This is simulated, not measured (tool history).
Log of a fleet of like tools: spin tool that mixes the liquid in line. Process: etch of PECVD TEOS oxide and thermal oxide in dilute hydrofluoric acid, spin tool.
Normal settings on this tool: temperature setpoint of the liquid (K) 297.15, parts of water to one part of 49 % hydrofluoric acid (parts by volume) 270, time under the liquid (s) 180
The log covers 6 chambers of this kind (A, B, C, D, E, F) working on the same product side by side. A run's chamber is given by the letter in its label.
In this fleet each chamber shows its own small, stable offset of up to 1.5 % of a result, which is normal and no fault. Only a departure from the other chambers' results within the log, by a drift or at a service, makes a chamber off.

run    day  temperature setpoint of the liquid (K)  parts of water to one part of 49 % hydrofluoric acid (parts by volume)  time under the liquid (s)  hours since the thermometer was replaced  hours since the hydrofluoric acid flow meter was replaced  read-back film thickness of the PECVD TEOS oxide reference wafer, read on the same gauge (nm)  read-back film thickness of the thermal oxide reference wafer, read on the same gauge (nm)  thickness taken off the PECVD TEOS oxide on a monitor wafer (Å)  thickness taken off the thermal oxide on a monitor wafer (Å)
 1D  0.233                                  297.15                                                                     270                        180                                    1017.1                                                     1182.8                                                                                         60.008                                                                                      49.995                                                             46.8                                                        25.895
       0.4  -- chamber D: thermometer replaced
 2B  0.512                                  297.15                                                                     270                        180                                     186.7                                                         72                                                                                         60.013                                                                                      50.002                                                           46.816                                                        25.233
 3A  0.792                                  297.15                                                                     270                        180                                     798.4                                                      240.8                                                                                         59.944                                                                                      49.993                                                           47.378                                                          25.4
 4F  1.075                                  297.15                                                                     270                        180                                    2285.3                                                     1677.1                                                                                         59.984                                                                                      50.034                                                           48.125                                                        25.523
 5E  1.362                                  297.15                                                                     270                        180                                     958.5                                                      212.6                                                                                         60.043                                                                                      50.027                                                           47.017                                                        26.214
 6C  1.554                                  297.15                                                                     270                        180                                     584.9                                                      785.6                                                                                         59.955                                                                                      49.987                                                           46.698                                                        25.622
 7B  1.821                                  297.15                                                                     270                        180                                     218.1                                                      103.4                                                                                         59.998                                                                                      49.993                                                           47.233                                                        25.956
 8E  1.992                                  297.15                                                                     270                        180                                     973.6                                                      227.7                                                                                         59.973                                                                                      50.013                                                           47.253                                                        25.776
 9C  2.154                                  297.15                                                                     270                        180                                     599.3                                                        800                                                                                         59.993                                                                                      50.011                                                           46.855                                                        25.801
10D  2.321                                  297.15                                                                     145                        180                                      46.2                                                     1232.9                                                                                         60.009                                                                                      50.013                                                           101.78                                                        54.418
11A  2.533                                  297.15                                                                     145                        180                                     840.2                                                      282.6                                                                                         59.994                                                                                      50.013                                                           101.99                                                         55.84
12F  2.779                                  297.15                                                                     145                        180                                    2326.2                                                       1718                                                                                          60.01                                                                                      49.946                                                           99.975                                                        52.935
13F  2.988                                  297.15                                                                     145                        180                                    2331.2                                                       1723                                                                                         60.035                                                                                      50.046                                                           99.621                                                        54.585
14C  3.275                                  297.15                                                                     145                        180                                     626.2                                                      826.9                                                                                         60.008                                                                                      49.988                                                           98.983                                                        53.878
15E  3.433                                  297.15                                                                     145                        180                                    1008.2                                                      262.3                                                                                         60.013                                                                                      50.039                                                           99.127                                                        55.326
16D  3.583                                  297.15                                                                     270                        180                                      76.5                                                     1263.2                                                                                         60.004                                                                                      49.966                                                           47.218                                                         25.16
17A  3.754                                  300.65                                                                     270                        230                                     869.5                                                      311.9                                                                                          60.04                                                                                      50.006                                                            67.86                                                        36.881
18B  3.904                                  300.65                                                                     270                        230                                     268.1                                                      153.4                                                                                         60.012                                                                                      49.981                                                           68.223                                                        36.016
19A  4.138                                  300.65                                                                     270                        230                                     878.7                                                      321.1                                                                                         59.994                                                                                      50.001                                                           67.829                                                        37.128
20B  4.338                                  300.65                                                                     270                        230                                     278.5                                                      163.8                                                                                         59.998                                                                                       49.99                                                           68.133                                                        36.188
21F  4.492                                  300.65                                                                     270                        230                                    2367.3                                                     1759.1                                                                                         60.016                                                                                      50.024                                                           68.436                                                        37.158
22C  4.746                                  300.65                                                                     270                        230                                     661.5                                                      862.2                                                                                         59.988                                                                                      50.016                                                           67.417                                                        37.204
23D  4.888                                  297.15                                                                     270                        180                                     107.8                                                     1294.5                                                                                         59.987                                                                                      50.001                                                           46.757                                                        26.155
24E  5.104                                  297.15                                                                     270                        180                                    1048.3                                                      302.4                                                                                         59.978                                                                                          50                                                           46.893                                                        25.623
     5.112  -- chamber C: thermometer replaced
25C  5.329                                  297.15                                                                     270                        180                                       5.2                                                      876.2                                                                                         60.013                                                                                      50.032                                                           47.041                                                        26.131
26D  5.588                                  297.15                                                                     270                        180                                     124.6                                                     1311.3                                                                                         59.994                                                                                      49.999                                                           47.217                                                        25.541
27A  5.838                                  297.15                                                                     270                        180                                     919.5                                                      361.9                                                                                         59.928                                                                                      50.002                                                           46.654                                                        24.976
28B  6.017                                  297.15                                                                     270                        180                                     318.8                                                      204.1                                                                                         60.003                                                                                      49.976                                                           47.224                                                        25.055
29F  6.296                                  297.15                                                                     270                        180                                    2410.6                                                     1802.4                                                                                         59.953                                                                                      49.999                                                           48.312                                                        25.619
30E  6.433                                  295.15                                                                     270                        180                                    1080.2                                                      334.3                                                                                         59.922                                                                                      50.039                                                           44.341                                                        24.266
31D  6.742                                  295.15                                                                     270                        180                                     152.3                                                       1339                                                                                         60.016                                                                                      49.954                                                            43.96                                                        23.431
32C  7.033                                  295.15                                                                     270                        180                                      46.1                                                      917.1                                                                                         60.021                                                                                       49.99                                                            43.94                                                        23.589
33B    7.2                                  295.15                                                                     270                        180                                     347.2                                                      232.5                                                                                         59.967                                                                                      49.993                                                           44.016                                                        24.061
34E   7.45                                  295.15                                                                     270                        180                                    1104.6                                                      358.7                                                                                         60.005                                                                                      50.021                                                           43.855                                                         24.19
35F  7.721                                  295.15                                                                     270                        180                                    2444.8                                                     1836.6                                                                                         59.995                                                                                      49.997                                                            44.28                                                        24.195
36A    7.9                                  299.65                                                                     155                        180                                       969                                                      411.4                                                                                         59.982                                                                                      49.987                                                            102.8                                                        56.446
37B  8.104                                  299.65                                                                     155                        180                                     368.9                                                      254.2                                                                                         60.022                                                                                      49.985                                                           100.72                                                        53.743
38F  8.304                                  299.65                                                                     155                        180                                    2458.8                                                     1850.6                                                                                         59.995                                                                                      50.054                                                           100.92                                                        55.266

The same settings go to every chamber for the next run, one line per chamber below. Forecast the results for each:
39A  8.529                                  297.15                                                                     270                        180                                                                                                                                                                                                                                                                                                                                                                ?                                                             ?
39B  8.529                                  297.15                                                                     270                        180                                                                                                                                                                                                                                                                                                                                                                ?                                                             ?
39C  8.529                                  297.15                                                                     270                        180                                                                                                                                                                                                                                                                                                                                                                ?                                                             ?
39D  8.529                                  297.15                                                                     270                        180                                                                                                                                                                                                                                                                                                                                                                ?                                                             ?
39E  8.529                                  297.15                                                                     270                        180                                                                                                                                                                                                                                                                                                                                                                ?                                                             ?
39F  8.529                                  297.15                                                                     270                        180                                                                                                                                                                                                                                                                                                                                                                ?                                                             ?

run  thickness taken off the PECVD TEOS oxide on a monitor wafer (Å)  thickness taken off the thermal oxide on a monitor wafer (Å)
39A                                                            47.06                                                        25.233
39B                                                           46.952                                                        25.387
39C                                                           47.055                                                        25.691
39D                                                           47.463                                                        25.495
39E                                                            47.15                                                        25.921
39F                                                           47.486                                                        25.623

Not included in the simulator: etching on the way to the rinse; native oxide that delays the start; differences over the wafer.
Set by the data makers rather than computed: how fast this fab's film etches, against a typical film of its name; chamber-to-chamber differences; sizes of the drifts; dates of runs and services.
